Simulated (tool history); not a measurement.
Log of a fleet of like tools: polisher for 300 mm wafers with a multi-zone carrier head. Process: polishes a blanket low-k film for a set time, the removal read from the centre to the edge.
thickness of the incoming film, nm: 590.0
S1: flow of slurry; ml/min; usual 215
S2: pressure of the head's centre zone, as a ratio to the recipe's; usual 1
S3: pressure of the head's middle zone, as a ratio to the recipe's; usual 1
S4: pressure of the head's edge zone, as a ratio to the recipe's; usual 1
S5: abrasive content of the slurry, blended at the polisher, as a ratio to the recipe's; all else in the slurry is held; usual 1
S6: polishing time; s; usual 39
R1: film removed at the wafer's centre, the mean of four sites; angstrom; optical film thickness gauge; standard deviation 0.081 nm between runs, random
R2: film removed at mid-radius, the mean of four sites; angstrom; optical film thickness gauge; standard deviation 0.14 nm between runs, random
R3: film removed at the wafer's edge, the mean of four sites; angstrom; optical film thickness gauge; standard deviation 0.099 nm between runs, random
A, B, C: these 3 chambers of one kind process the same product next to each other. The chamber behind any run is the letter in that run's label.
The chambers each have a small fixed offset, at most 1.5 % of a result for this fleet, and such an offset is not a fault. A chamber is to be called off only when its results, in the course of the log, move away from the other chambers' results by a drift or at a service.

{"run": "1B", "hour": 6.9, "S1": 215, "S2": 1, "S3": 1, "S4": 1, "S5": 1, "S6": 39, "R1": 99.384, "R2": 97.244, "R3": 99.896}
{"run": "2A", "hour": 15.6, "S1": 215, "S2": 1, "S3": 1, "S4": 1, "S5": 1, "S6": 39, "R1": 100.88, "R2": 100.38, "R3": 97.903}
{"run": "3C", "hour": 24.2, "S1": 215, "S2": 1, "S3": 1, "S4": 1, "S5": 1, "S6": 39, "R1": 99.128, "R2": 100.91, "R3": 97.801}
{"hour": 29.2, "done": "chamber B: worn pad replaced by a new one"}
{"run": "4B", "hour": 32.3, "S1": 215, "S2": 1, "S3": 1, "S4": 1, "S5": 1, "S6": 39, "R1": 99.385, "R2": 98.549, "R3": 98.853}
{"hour": 37.0, "done": "chamber C: worn pad replaced by a new one"}
{"run": "5A", "hour": 41.7, "S1": 215, "S2": 1, "S3": 1.04, "S4": 1, "S5": 1, "S6": 50, "R1": 127.62, "R2": 130.58, "R3": 127.27}
{"hour": 45.9, "done": "chamber A: worn pad replaced by a new one"}
{"run": "6C", "hour": 47.8, "S1": 215, "S2": 1, "S3": 1.04, "S4": 1, "S5": 1, "S6": 50, "R1": 127.17, "R2": 132.22, "R3": 126.31}
{"run": "7A", "hour": 58.4, "S1": 215, "S2": 1, "S3": 1.04, "S4": 1, "S5": 1, "S6": 50, "R1": 127.89, "R2": 129.61, "R3": 126.18}
{"run": "8C", "hour": 68.2, "S1": 215, "S2": 1, "S3": 1, "S4": 1, "S5": 1, "S6": 39, "R1": 98.93, "R2": 99.406, "R3": 98.933}
{"run": "9B", "hour": 77.1, "S1": 215, "S2": 1, "S3": 1, "S4": 1, "S5": 1, "S6": 39, "R1": 100.89, "R2": 96.188, "R3": 98.955}
{"run": "10C", "hour": 85.0, "S1": 215, "S2": 1, "S3": 1, "S4": 1, "S5": 1, "S6": 39, "R1": 99.633, "R2": 103.41, "R3": 98.032}
{"run": "11A", "hour": 94.6, "S1": 215, "S2": 1, "S3": 1, "S4": 1, "S5": 1, "S6": 39, "R1": 102.08, "R2": 100.27, "R3": 98.86}
{"hour": 100.7, "done": "chamber B: worn pad replaced by a new one"}
{"hour": 101.9, "done": "chamber B: edge zone pressure recalibrated"}
{"run": "12B", "hour": 103.7, "S1": 215, "S2": 1, "S3": 1, "S4": 1, "S5": 1, "S6": 39, "R1": 97.883, "R2": 97.941, "R3": 99.265}
{"run": "13B", "hour": 109.0, "S1": 215, "S2": 1, "S3": 1, "S4": 1, "S5": 1, "S6": 39, "R1": 100.33, "R2": 99.139, "R3": 98.08}
{"hour": 110.0, "done": "chamber A: worn pad replaced by a new one"}
{"hour": 111.3, "done": "chamber C: worn pad replaced by a new one"}
{"run": "14A", "hour": 117.8, "S1": 215, "S2": 1, "S3": 1, "S4": 1, "S5": 1, "S6": 39, "R1": 99.907, "R2": 97.948, "R3": 100.68}
{"run": "15C", "hour": 125.2, "S1": 215, "S2": 1, "S3": 1, "S4": 1, "S5": 1, "S6": 39, "R1": 97.639, "R2": 99.645, "R3": 97.617}
{"run": "16B", "hour": 132.4, "S1": 215, "S2": 1, "S3": 1, "S4": 1, "S5": 1, "S6": 39, "R1": 98.708, "R2": 97.75, "R3": 97.152}
{"run": "17A", "hour": 139.1, "S1": 215, "S2": 1, "S3": 1, "S4": 1, "S5": 1, "S6": 39, "R1": 100.3, "R2": 99.024, "R3": 98.621}
{"run": "18C", "hour": 149.5, "S1": 215, "S2": 1, "S3": 1, "S4": 1, "S5": 1, "S6": 39, "R1": 98.592, "R2": 101.29, "R3": 97.971}
{"run": "19B", "hour": 155.2, "S1": 215, "S2": 1, "S3": 1, "S4": 1, "S5": 1, "S6": 39, "R1": 100.37, "R2": 98.762, "R3": 100.34}
{"hour": 159.0, "done": "chamber B: worn pad replaced by a new one"}
{"hour": 161.8, "done": "chamber B: centre zone pressure recalibrated"}
{"run": "20C", "hour": 165.1, "S1": 215, "S2": 1, "S3": 1, "S4": 1, "S5": 1, "S6": 39, "R1": 97.919, "R2": 99.332, "R3": 98.549}
{"run": "21A", "hour": 172.1, "S1": 215, "S2": 1, "S3": 1, "S4": 1, "S5": 1, "S6": 39, "R1": 101.41, "R2": 101.64, "R3": 98.282}
{"run": "22A", "hour": 180.3, "S1": 215, "S2": 1, "S3": 1, "S4": 1, "S5": 1, "S6": 39, "R1": 99.241, "R2": 98.308, "R3": 97.782}
{"hour": 182.1, "done": "chamber A: worn pad replaced by a new one"}
{"run": "23C", "hour": 185.4, "S1": 215, "S2": 1, "S3": 1, "S4": 1, "S5": 1, "S6": 39, "R1": 96.976, "R2": 98.818, "R3": 97.646}
{"hour": 186.5, "done": "chamber C: worn pad replaced by a new one"}
{"run": "24B", "hour": 193.4, "S1": 215, "S2": 1, "S3": 1, "S4": 1, "S5": 1, "S6": 39, "R1": 99.073, "R2": 98.577, "R3": 98.619}
{"run": "25C", "hour": 200.6, "S1": 215, "S2": 1, "S3": 1, "S4": 1, "S5": 1, "S6": 39, "R1": 96.726, "R2": 98.082, "R3": 98.323}
{"run": "26A", "hour": 206.7, "S1": 215, "S2": 1, "S3": 1, "S4": 1, "S5": 1, "S6": 39, "R1": 99.142, "R2": 101.4, "R3": 97.603}
{"run": "27B", "hour": 212.8, "S1": 215, "S2": 1, "S3": 1, "S4": 1, "S5": 1, "S6": 39, "R1": 98.771, "R2": 97.424, "R3": 99.189}
{"run": "28C", "hour": 217.8, "S1": 215, "S2": 1, "S3": 1, "S4": 1, "S5": 1, "S6": 39, "R1": 95.731, "R2": 98.439, "R3": 96.492}
{"hour": 219.4, "done": "chamber B: worn pad replaced by a new one"}
{"run": "29B", "hour": 222.9, "S1": 215, "S2": 1, "S3": 1, "S4": 1, "S5": 1, "S6": 39, "R1": 100.09, "R2": 97.094, "R3": 99.819}
{"run": "30A", "hour": 231.0, "S1": 215, "S2": 1, "S3": 1, "S4": 1, "S5": 1, "S6": 39, "R1": 99.003, "R2": 100.41, "R3": 100.68}
{"run": "31C", "hour": 241.4, "S1": 215, "S2": 1, "S3": 1, "S4": 1, "S5": 1, "S6": 39, "R1": 95.36, "R2": 96.289, "R3": 95.596}
{"hour": 243.3, "done": "chamber A: worn pad replaced by a new one"}
{"run": "32B", "hour": 252.1, "S1": 215, "S2": 1, "S3": 1, "S4": 1, "S5": 1, "S6": 39, "R1": 98.5, "R2": 97.777, "R3": 99.656}
{"run": "33A", "hour": 259.5, "S1": 215, "S2": 1, "S3": 1, "S4": 1, "S5": 1, "S6": 39, "R1": 101.01, "R2": 101.14, "R3": 101.04}
{"hour": 263.2, "done": "chamber C: worn pad replaced by a new one"}
{"run": "34C", "hour": 264.6, "S1": 215, "S2": 1, "S3": 1, "S4": 1, "S5": 1, "S6": 39, "R1": 95.892, "R2": 97.8, "R3": 96.884}
{"run": "35A", "hour": 274.4, "S1": 215, "S2": 1, "S3": 1, "S4": 1, "S5": 1, "S6": 39, "R1": 98.59, "R2": 100.01, "R3": 99.09}
{"hour": 277.7, "done": "chamber B: worn pad replaced by a new one"}
{"run": "36B", "hour": 279.1, "S1": 215, "S2": 1, "S3": 1, "S4": 1, "S5": 1, "S6": 39, "R1": 99.519, "R2": 98.839, "R3": 98.379}
{"run": "37B", "hour": 284.7, "S1": 215, "S2": 1, "S3": 1, "S4": 1, "S5": 1, "S6": 39, "R1": 98.107, "R2": 97.349, "R3": 98.467}
{"run": "38C", "hour": 290.8, "S1": 215, "S2": 1, "S3": 1, "S4": 1, "S5": 1, "S6": 39, "R1": 93.465, "R2": 96.31, "R3": 96.372}
{"run": "39A", "hour": 295.9, "S1": 215, "S2": 1, "S3": 1, "S4": 1, "S5": 1, "S6": 39, "R1": 99.525, "R2": 98.811, "R3": 100.1}
{"run": "40A", "hour": 303.1, "S1": 215, "S2": 1, "S3": 1, "S4": 1, "S5": 1, "S6": 39, "R1": 100.06, "R2": 99.101, "R3": 98.523}
{"hour": 308.5, "done": "chamber C: centre zone pressure recalibrated"}
{"run": "41B", "hour": 309.6, "S1": 215, "S2": 1, "S3": 1, "S4": 1, "S5": 1, "S6": 39, "R1": 99.175, "R2": 97.257, "R3": 100.26}
{"run": "42C", "hour": 317.3, "S1": 215, "S2": 1, "S3": 1, "S4": 1, "S5": 1, "S6": 39, "R1": 94.2, "R2": 98.5, "R3": 94.76}

One chamber off, gauge drift, or nothing amiss beyond the chambers' own small offsets? If it is a chamber, which one, and what is the likeliest cause?

One chamber, C, drifts off from the rest bit by bit.
Most likely cause: slurry flow missing at the pad, % = 28.7.

Chamber C could run next with any of the 4 candidate recipes listed below; each alters the usual settings, and their results appear as question marks. Which one brings its results back in line with what the other chambers deliver on the usual settings?
To be in line, a result may differ from the other chambers' mean on the usual settings by at most: R1 2.8 angstrom; R2 4.9 angstrom; R3 3.4 angstrom
{"run": "43C-1", "hour": 325.0, "S1": 210, "S2": 0.97, "S3": 1, "S4": 1.01, "S5": 1, "S6": 36, "R1": "?", "R2": "?", "R3": "?"}
{"run": "43C-2", "hour": 325.0, "S1": 210, "S2": 0.98, "S3": 1, "S4": 1.01, "S5": 1, "S6": 38, "R1": "?", "R2": "?", "R3": "?"}
{"run": "43C-3", "hour": 325.0, "S1": 220, "S2": 1.03, "S3": 1, "S4": 0.99, "S5": 1, "S6": 42, "R1": "?", "R2": "?", "R3": "?"}
{"run": "43C-4", "hour": 325.0, "S1": 220, "S2": 1.02, "S3": 1, "S4": 0.99, "S5": 1, "S6": 40, "R1": "?", "R2": "?", "R3": "?"}

What the other chambers average on the usual settings: R1 99.434 angstrom; R2 98.971 angstrom; R3 99.243 angstrom
run=43C-1 R1=83.076 R2=87.506 R3=88.343
run=43C-2 R1=88.669 R2=92.363 R3=93.251
run=43C-3 R1=104.44 R2=102.97 R3=102.63
run=43C-4 R1=98.429 R2=98.07 R3=97.747
43C-4 brings the chamber back in line.
